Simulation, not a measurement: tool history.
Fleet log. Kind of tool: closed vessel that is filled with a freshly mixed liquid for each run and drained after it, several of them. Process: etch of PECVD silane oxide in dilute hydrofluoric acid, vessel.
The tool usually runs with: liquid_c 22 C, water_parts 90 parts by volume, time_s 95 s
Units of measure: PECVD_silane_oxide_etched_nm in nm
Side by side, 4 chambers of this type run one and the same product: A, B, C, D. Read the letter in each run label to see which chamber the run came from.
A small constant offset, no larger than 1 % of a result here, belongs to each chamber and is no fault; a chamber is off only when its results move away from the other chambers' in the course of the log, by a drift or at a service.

run,hour,liquid_c,water_parts,time_s,hours since the thermometer was replaced,hours since the hydrofluoric acid flow meter was replaced,"read-back film thickness of the PECVD silane oxide reference wafer, read on the same gauge (nm)",PECVD_silane_oxide_etched_nm
1A,11.6,22,90,95,401.3,571.7,49.972,29.702
2C,25.3,22,90,95,1007.2,1952.5,49.996,29.68
3D,37.6,22,90,95,1441.1,761.6,49.99,29.77
4B,48.8,22,90,95,1459,886.2,50.021,29.821
5C,60.8,19,90,70,1042.7,1988,49.99,19.274
6A,67.3,19,90,70,457,627.4,50.006,19.758
7B,80.8,19,90,70,1491,918.2,50.015,19.458
8D,92.5,19,90,70,1496,816.5,50.014,19.594
9D,105,22,90,95,1508.5,829,49.958,29.949
10C,115.4,22,90,95,1097.3,2042.6,49.985,30.031
11A,125.5,22,90,95,515.2,685.6,49.974,29.615
12B,138.5,22,90,95,1548.7,975.9,49.98,29.714
13D,149.3,22,90,95,1552.8,873.3,49.98,29.883
14A,160.9,22,90,95,550.6,721,50.011,29.911
15B,171.2,22,90,95,1581.4,1008.6,50.023,29.92
# hour 171.5: chamber D: thermometer replaced
16C,182.5,22,90,95,1164.4,2109.7,50.039,29.52
17D,189,22,90,95,17.5,913,50.002,30.106
18B,198.1,22,90,95,1608.3,1035.5,50.03,29.997
19A,208.8,22,60,95,598.5,768.9,50,46.01
20C,220.1,22,60,95,1202,2147.3,50.012,47.099
21D,231.2,22,60,95,59.7,955.2,50,46.105
22C,239.1,22,60,95,1221,2166.3,49.987,46.969
23A,249.2,22,90,95,638.9,809.3,50.016,29.903
24B,256.6,22,90,95,1666.8,1094,49.996,29.941
25B,267.7,22,90,60,1677.9,1105.1,50.034,18.963
26A,278,22,90,60,667.7,838.1,49.978,18.866
27C,292.2,22,90,60,1274.1,2219.4,49.993,18.999
28D,299.8,22,90,60,128.3,1023.8,49.975,19.018
29B,307.8,22,90,95,1718,1145.2,49.965,30.057
30A,315.9,22,90,95,705.6,876,50.022,29.86
31C,324.1,22,90,95,1306,2251.3,50.013,30.066
32D,337.9,26,90,135,166.4,1061.9,50.024,49.944
# hour 339.5: chamber B: thermometer replaced
33D,345,26,90,135,173.5,1069,49.972,50.319
# hour 347.8: chamber A: thermometer replaced
34C,357.1,26,90,135,1339,2284.3,50,49.478
35A,367.5,26,90,135,19.8,927.6,49.997,49.996
36B,373.9,22,90,95,34.4,1211.3,49.96,29.811
37C,386.5,22,90,95,1368.4,2313.7,49.996,29.664
38A,393.6,22,90,95,45.9,953.7,49.998,30.343
39B,405.1,22,115,125,65.6,1242.5,49.993,29.755
40D,416.4,22,115,125,244.9,1140.4,49.99,30.023

Next, all 4 chambers run the settings below, one line each with question marks for the results. What does each chamber give?
41A,426.5,22,60,95,,,,?
41B,426.5,22,60,95,,,,?
41C,426.5,22,60,95,,,,?
41D,426.5,22,60,95,,,,?

run,PECVD_silane_oxide_etched_nm
41A,45.625
41B,46.527
41C,46.454
41D,46.497

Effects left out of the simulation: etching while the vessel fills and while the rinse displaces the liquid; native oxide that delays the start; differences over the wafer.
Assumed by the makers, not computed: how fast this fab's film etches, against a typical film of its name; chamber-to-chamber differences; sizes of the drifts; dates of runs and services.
